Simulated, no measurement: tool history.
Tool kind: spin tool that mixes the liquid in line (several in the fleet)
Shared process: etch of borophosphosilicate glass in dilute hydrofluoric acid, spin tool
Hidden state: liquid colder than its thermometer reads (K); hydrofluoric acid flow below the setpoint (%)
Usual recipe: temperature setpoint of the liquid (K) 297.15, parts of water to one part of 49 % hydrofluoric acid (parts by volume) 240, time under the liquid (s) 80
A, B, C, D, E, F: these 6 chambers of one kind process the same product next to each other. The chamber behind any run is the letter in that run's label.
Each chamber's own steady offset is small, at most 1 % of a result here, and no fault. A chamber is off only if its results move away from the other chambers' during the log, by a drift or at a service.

run	hour	temperature setpoint of the liquid (K)	parts of water to one part of 49 % hydrofluoric acid (parts by volume)	time under the liquid (s)	hours since the thermometer was replaced	hours since the hydrofluoric acid flow meter was replaced	read-back film thickness of the borophosphosilicate glass reference wafer, read on the same gauge (nm)	thickness taken off the borophosphosilicate glass on a monitor wafer (Å)
1F	11.2	297.15	240	80	291.0	205.6	140.00	128.200
2E	24.3	297.15	240	80	348.3	419.0	139.98	130.250
3C	32.9	297.15	240	80	105.2	175.4	140.00	130.250
4B	44.0	297.15	240	80	1196.5	136.8	139.99	128.220
5A	51.5	297.15	240	80	1528.8	1460.1	140.02	127.110
6D	58.0	297.15	240	80	1961.6	564.1	139.99	129.840
7B	66.5	297.15	240	80	1219.0	159.3	139.99	127.950
8F	74.3	300.15	240	80	354.1	268.7	140.00	143.260
9D	87.3	300.15	240	80	1990.9	593.4	139.99	144.270
10E	96.4	300.15	240	80	420.4	491.1	140.00	143.650
11A	102.7	300.15	240	80	1580.0	1511.3	140.01	141.630
12C	115.7	300.15	240	80	188.0	258.2	140.00	141.520
13B	126.1	300.15	240	80	1278.6	218.9	139.99	143.020
14E	137.7	297.15	240	80	461.7	532.4	140.02	126.220
15F	144.4	297.15	240	80	424.2	338.8	139.99	129.410
16A	154.9	297.15	240	80	1632.2	1563.5	140.00	127.120
17D	167.1	297.15	240	80	2070.7	673.2	140.01	128.840
18C	175.4	300.15	335	80	247.7	317.9	139.99	91.843
19F	185.7	300.15	335	80	465.5	380.1	140.01	93.889
20E	193.6	300.15	335	80	517.6	588.3	140.02	89.756
21D	205.7	300.15	335	80	2109.3	711.8	139.98	93.540
22C	216.9	300.15	335	80	289.2	359.4	140.00	91.681
23B	225.8	300.15	335	80	1378.3	318.6	140.02	91.877
24A	234.7	297.15	240	80	1712.0	1643.3	140.00	126.550
25A	244.0	297.15	240	80	1721.3	1652.6	140.02	126.400
26C	256.3	297.15	240	80	328.6	398.8	140.01	127.370
# hour 263.3: chamber F: hydrofluoric acid flow meter replaced
27B	267.1	297.15	240	80	1419.6	359.9	140.00	127.230
28E	277.8	297.15	240	80	601.8	672.5	140.00	121.590
29D	287.4	297.15	240	40	2191.0	793.5	140.01	63.323
30F	295.5	297.15	240	40	575.3	32.3	140.01	64.446
31B	306.7	297.15	240	40	1459.2	399.5	140.02	64.274
32E	317.1	297.15	240	40	641.1	711.8	139.99	61.715
33C	330.4	297.15	240	40	402.7	472.9	140.00	63.563
34F	336.8	297.15	240	40	616.6	73.6	140.00	63.933
35A	342.7	297.15	240	80	1820.0	1751.3	140.00	127.990
36D	351.0	297.15	240	80	2254.6	857.1	140.02	128.970
37D	357.0	297.15	240	80	2260.6	863.1	140.00	127.950
38F	368.1	297.15	240	50	647.9	104.9	140.00	81.514
39E	380.0	297.15	240	50	704.0	774.7	139.99	74.927
40C	386.7	297.15	240	50	459.0	529.2	140.00	80.205
41B	396.8	297.15	240	50	1549.3	489.6	140.00	79.132

Is one chamber off against the others, does the gauge drift, or is nothing wrong? If a chamber is off, say which, and what the likeliest cause is.

Chamber E drifts away from the others.
What lies behind it: hydrofluoric acid flow below the setpoint (%) = 5.96.
From this log alone, it may not be told apart from: liquid colder than its thermometer reads (K).

Chamber E could run next with any of the 4 candidate recipes listed below; each alters the usual settings, and their results appear as question marks. Which one brings its results back in line with what the other chambers deliver on the usual settings?
In-line tolerance around the mean of the other chambers on the usual settings: thickness taken off the borophosphosilicate glass on a monitor wafer (Å) 3.000
42E-1	406.4	297.15	240	75				?
42E-2	406.4	297.15	235	80				?
42E-3	406.4	297.15	240	85				?
42E-4	406.4	297.15	245	80				?

The other chambers' mean on the usual settings: thickness taken off the borophosphosilicate glass on a monitor wafer (Å) 128.080
run	thickness taken off the borophosphosilicate glass on a monitor wafer (Å)
42E-1	112.000
42E-2	122.640
42E-3	126.930
42E-4	116.430
It is 42E-3 that realigns the chamber with its peers.

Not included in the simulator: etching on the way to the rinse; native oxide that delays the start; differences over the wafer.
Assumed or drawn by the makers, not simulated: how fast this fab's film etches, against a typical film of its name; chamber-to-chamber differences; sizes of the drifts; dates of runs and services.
